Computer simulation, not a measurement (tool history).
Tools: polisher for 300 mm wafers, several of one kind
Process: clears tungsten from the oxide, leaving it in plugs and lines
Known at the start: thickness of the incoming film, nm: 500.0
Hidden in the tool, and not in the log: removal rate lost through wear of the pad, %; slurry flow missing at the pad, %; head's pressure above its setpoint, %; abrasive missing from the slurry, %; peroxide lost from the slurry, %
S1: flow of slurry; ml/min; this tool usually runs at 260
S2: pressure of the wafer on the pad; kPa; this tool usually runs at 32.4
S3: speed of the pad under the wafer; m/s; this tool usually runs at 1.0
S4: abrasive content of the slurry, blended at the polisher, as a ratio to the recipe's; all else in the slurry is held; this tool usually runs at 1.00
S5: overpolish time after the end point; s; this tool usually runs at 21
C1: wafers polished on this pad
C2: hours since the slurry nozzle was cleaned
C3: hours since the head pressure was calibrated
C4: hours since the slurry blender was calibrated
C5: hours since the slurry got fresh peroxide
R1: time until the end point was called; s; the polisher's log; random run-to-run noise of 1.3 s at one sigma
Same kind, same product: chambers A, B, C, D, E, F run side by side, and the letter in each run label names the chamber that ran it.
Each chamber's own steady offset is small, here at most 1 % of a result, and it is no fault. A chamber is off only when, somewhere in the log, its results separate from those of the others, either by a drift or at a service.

| run | hour | S1 | S2 | S3 | S4 | S5 | C1 | C2 | C3 | C4 | C5 | R1 |
|---|---|---|---|---|---|---|---|---|---|---|---|---|
|  | 3.5 | chamber B: worn pad replaced by a new one |
| 1F | 6.2 | 260 | 32.4 | 1.0 | 1.00 | 21 | 407 | 546.7 | 493.8 | 263.6 | 84.7 | 90.572 |
| 2E | 9.9 | 260 | 32.4 | 1.0 | 1.00 | 21 | 348 | 298.4 | 337.8 | 143.7 | 145.6 | 88.607 |
|  | 15.4 | chamber A: slurry nozzle cleaned |
| 3A | 16.3 | 260 | 32.4 | 1.0 | 1.00 | 21 | 1263 | 0.9 | 1568.1 | 128.2 | 19.2 | 88.491 |
| 4D | 20.4 | 260 | 32.4 | 1.0 | 1.00 | 21 | 307 | 398.5 | 812.4 | 365.0 | 85.2 | 88.725 |
|  | 22.3 | chamber D: slurry tank refilled with fresh slurry and peroxide |
|  | 23.5 | chamber E: slurry tank refilled with fresh slurry and peroxide |
| 5C | 24.3 | 260 | 32.4 | 1.0 | 1.00 | 21 | 707 | 134.8 | 116.4 | 216.7 | 65.7 | 92.842 |
|  | 24.5 | chamber E: slurry blender recalibrated |
|  | 28.6 | chamber A: worn pad replaced by a new one |
| 6B | 29.5 | 260 | 32.4 | 1.0 | 1.00 | 21 | 146 | 342.4 | 324.7 | 289.4 | 103.5 | 88.782 |
| 7A | 33.0 | 195 | 40.7 | 1.0 | 1.00 | 21 | 25 | 17.6 | 1584.8 | 144.9 | 35.9 | 72.983 |
| 8C | 36.2 | 195 | 40.7 | 1.0 | 1.00 | 21 | 774 | 146.7 | 128.3 | 228.6 | 77.6 | 73.970 |
|  | 40.0 | chamber B: slurry tank refilled with fresh slurry and peroxide |
|  | 41.5 | chamber C: worn pad replaced by a new one |
| 9E | 41.9 | 195 | 40.7 | 1.0 | 1.00 | 21 | 529 | 330.4 | 369.8 | 17.5 | 18.5 | 72.229 |
| 10B | 47.5 | 195 | 40.7 | 1.0 | 1.00 | 21 | 248 | 360.4 | 342.7 | 307.4 | 7.5 | 73.147 |
| 11D | 50.8 | 195 | 40.7 | 1.0 | 1.00 | 21 | 479 | 428.9 | 842.8 | 395.4 | 28.6 | 70.598 |
| 12F | 56.8 | 195 | 40.7 | 1.0 | 1.00 | 21 | 692 | 597.3 | 544.4 | 314.2 | 135.3 | 72.575 |
| 13D | 62.6 | 260 | 32.4 | 1.0 | 1.00 | 21 | 545 | 440.7 | 854.6 | 407.2 | 40.4 | 85.363 |
| 14C | 68.5 | 260 | 32.4 | 1.1 | 1.00 | 13 | 152 | 179.0 | 160.6 | 260.9 | 109.9 | 83.284 |
| 15B | 75.2 | 260 | 32.4 | 1.1 | 1.00 | 13 | 404 | 388.1 | 370.4 | 335.1 | 35.2 | 80.050 |
|  | 76.9 | chamber F: slurry tank refilled with fresh slurry and peroxide |
| 16A | 79.6 | 260 | 32.4 | 1.1 | 1.00 | 13 | 288 | 64.2 | 1631.4 | 191.5 | 82.5 | 83.827 |
| 17E | 84.8 | 260 | 32.4 | 1.1 | 1.00 | 13 | 771 | 373.3 | 412.7 | 60.4 | 61.4 | 83.084 |
|  | 84.9 | chamber B: slurry nozzle cleaned |
| 18F | 88.2 | 260 | 32.4 | 1.1 | 1.00 | 13 | 870 | 628.7 | 575.8 | 345.6 | 11.3 | 79.896 |
|  | 89.8 | chamber F: slurry blender recalibrated |
|  | 93.3 | chamber A: head pressure recalibrated |
| 19E | 93.3 | 260 | 32.4 | 1.1 | 1.00 | 13 | 818 | 381.8 | 421.2 | 68.9 | 69.9 | 83.670 |
| 20B | 98.6 | 260 | 32.4 | 1.0 | 1.00 | 21 | 536 | 13.7 | 393.8 | 358.5 | 58.6 | 91.462 |
|  | 100.3 | chamber B: worn pad replaced by a new one |
|  | 103.8 | chamber A: slurry tank refilled with fresh slurry and peroxide |
| 21A | 104.8 | 260 | 32.4 | 1.0 | 1.00 | 21 | 430 | 89.4 | 11.5 | 216.7 | 1.1 | 92.374 |
|  | 108.6 | chamber D: slurry tank refilled with fresh slurry and peroxide |
| 22D | 109.8 | 260 | 32.4 | 1.0 | 1.00 | 21 | 811 | 487.9 | 901.8 | 454.4 | 1.2 | 87.874 |
|  | 115.9 | chamber D: slurry blender recalibrated |
| 23C | 116.2 | 260 | 32.4 | 1.0 | 1.00 | 21 | 421 | 226.7 | 208.3 | 308.6 | 157.6 | 98.733 |
| 24F | 123.2 | 260 | 32.4 | 1.0 | 1.00 | 33 | 1067 | 663.7 | 610.8 | 33.5 | 46.3 | 87.359 |
|  | 126.5 | chamber F: worn pad replaced by a new one |
| 25C | 128.3 | 260 | 32.4 | 1.0 | 1.00 | 33 | 489 | 238.8 | 220.4 | 320.7 | 169.7 | 98.838 |
| 26F | 132.3 | 260 | 32.4 | 1.0 | 1.00 | 33 | 32 | 672.8 | 619.9 | 42.6 | 55.4 | 88.918 |
| 27D | 139.2 | 260 | 32.4 | 1.0 | 1.00 | 33 | 977 | 517.3 | 931.2 | 23.4 | 30.6 | 88.521 |
|  | 142.0 | chamber D: worn pad replaced by a new one |
| 28A | 143.8 | 260 | 32.4 | 1.0 | 1.00 | 33 | 650 | 128.4 | 50.5 | 255.7 | 40.1 | 87.436 |
|  | 145.8 | chamber B: slurry tank refilled with fresh slurry and peroxide |
| 29B | 147.7 | 260 | 32.4 | 1.0 | 1.00 | 33 | 267 | 62.8 | 442.9 | 407.6 | 2.0 | 89.194 |
|  | 150.2 | chamber E: slurry nozzle cleaned |
| 30E | 151.5 | 260 | 32.4 | 1.0 | 1.00 | 21 | 1147 | 1.4 | 479.4 | 127.1 | 128.1 | 89.586 |
|  | 152.2 | chamber D: head pressure recalibrated |
| 31A | 157.9 | 260 | 32.4 | 1.0 | 1.00 | 21 | 730 | 142.5 | 64.6 | 269.8 | 54.2 | 88.620 |
| 32F | 163.6 | 260 | 32.4 | 1.0 | 1.00 | 21 | 209 | 704.1 | 651.2 | 73.9 | 86.7 | 88.960 |
|  | 163.8 | chamber E: slurry tank refilled with fresh slurry and peroxide |
| 33E | 169.6 | 345 | 32.4 | 1.0 | 1.15 | 21 | 1249 | 19.5 | 497.5 | 145.2 | 5.8 | 84.799 |
| 34B | 175.5 | 345 | 32.4 | 1.0 | 1.15 | 21 | 424 | 90.6 | 470.7 | 435.4 | 29.8 | 84.718 |
| 35D | 178.6 | 345 | 32.4 | 1.0 | 1.15 | 21 | 206 | 556.7 | 26.4 | 62.8 | 70.0 | 83.046 |
|  | 179.8 | chamber C: worn pad replaced by a new one |
| 36C | 184.1 | 345 | 32.4 | 1.0 | 1.15 | 21 | 24 | 294.6 | 276.2 | 376.5 | 225.5 | 100.680 |

Next, all 6 chambers run the settings below, one line each with question marks for the results. What does each chamber give?
| 37A | 189.2 | 260 | 32.4 | 1.0 | 1.00 | 10 |  |  |  |  |  | ? |
| 37B | 189.2 | 260 | 32.4 | 1.0 | 1.00 | 10 |  |  |  |  |  | ? |
| 37C | 189.2 | 260 | 32.4 | 1.0 | 1.00 | 10 |  |  |  |  |  | ? |
| 37D | 189.2 | 260 | 32.4 | 1.0 | 1.00 | 10 |  |  |  |  |  | ? |
| 37E | 189.2 | 260 | 32.4 | 1.0 | 1.00 | 10 |  |  |  |  |  | ? |
| 37F | 189.2 | 260 | 32.4 | 1.0 | 1.00 | 10 |  |  |  |  |  | ? |

| run | R1 |
|---|---|
| 37A | 89.050 |
| 37B | 92.223 |
| 37C | 111.350 |
| 37D | 89.301 |
| 37E | 89.465 |
| 37F | 89.395 |

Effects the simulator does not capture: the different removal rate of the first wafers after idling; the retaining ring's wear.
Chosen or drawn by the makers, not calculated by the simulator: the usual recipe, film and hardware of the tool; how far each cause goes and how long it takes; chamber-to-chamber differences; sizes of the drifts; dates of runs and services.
